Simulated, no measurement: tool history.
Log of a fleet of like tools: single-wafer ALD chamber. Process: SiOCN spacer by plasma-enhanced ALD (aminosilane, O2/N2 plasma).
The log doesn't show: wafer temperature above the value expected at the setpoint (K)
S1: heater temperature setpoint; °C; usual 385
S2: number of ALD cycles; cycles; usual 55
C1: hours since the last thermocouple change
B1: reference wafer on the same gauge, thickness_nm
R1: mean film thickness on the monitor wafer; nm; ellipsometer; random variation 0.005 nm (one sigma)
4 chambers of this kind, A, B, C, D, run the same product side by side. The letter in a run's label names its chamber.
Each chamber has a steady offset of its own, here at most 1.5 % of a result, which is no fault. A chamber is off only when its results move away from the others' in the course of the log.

run   hour   S1  S2      C1      B1      R1
 1B    8.4  385  55  1088.2  3.7798  3.3729
 2A     16  385  55   268.2   3.783  3.3263
 3D   27.4  385  55  2410.3  3.7813  3.3239
 4C   36.4  385  55  2106.3  3.7838  3.3266
 5C     43  385  55  2112.9  3.7828   3.327
 6B   51.2  385  55    1131  3.7836  3.3644
 7A   64.6  385  55   316.8  3.7844   3.324
 8D   76.9  385  55  2459.8  3.7871  3.3268
 9D   84.7  385  55  2467.6  3.7858   3.322
      89.4  -- chamber B: thermocouple changed; heater temperature recalibrated
10B   98.8  385  55     9.5  3.7889  3.3698
11C  111.8  385  55  2181.7  3.7882  3.3297
     121.3  -- chamber D: thermocouple changed; heater temperature recalibrated
12A  124.4  385  55   376.6  3.7893  3.3316
13B  134.1  385  55    44.8  3.7908  3.3715
14C  142.8  399  61  2212.7  3.7906  3.7019
15A  149.7  399  61   401.9  3.7916  3.6943
16D  163.2  399  61    41.9  3.7928  3.6912
17C  172.6  399  61  2242.5  3.7915  3.6936
18D    187  385  55    65.7  3.7925  3.3329
19A  193.6  385  55   445.8  3.7939  3.3392
20B    202  385  66   112.7  3.7941  4.0417
21C  212.7  385  66  2282.6  3.7951  4.0085
22B  224.9  385  66   135.6  3.7965  4.0533
23A  236.7  385  66   488.9  3.7966   3.998
24D  246.4  385  55   125.1  3.7973  3.3303
25A  256.5  392  55   508.7  3.7982  3.3407
26B  265.7  392  55   176.4  3.7974  3.3714
27C  277.2  392  55  2347.1  3.7982  3.3403
28D  291.6  392  55   170.3     3.8  3.3366
29A  304.4  385  55   556.6  3.8007  3.3491
30D    314  385  55   192.7  3.8028  3.3294
31B  321.6  392  51   232.3  3.8017  3.1432
32C  329.9  392  51  2399.8  3.8036  3.1013

Is one chamber off against the others, does the gauge drift, or is nothing wrong? If a chamber is off, say which, and what the likeliest cause is.

The gauge drifts, so all chambers seem to drift together. No chamber is off.
Cause: gauge reads high (%) = 0.625.

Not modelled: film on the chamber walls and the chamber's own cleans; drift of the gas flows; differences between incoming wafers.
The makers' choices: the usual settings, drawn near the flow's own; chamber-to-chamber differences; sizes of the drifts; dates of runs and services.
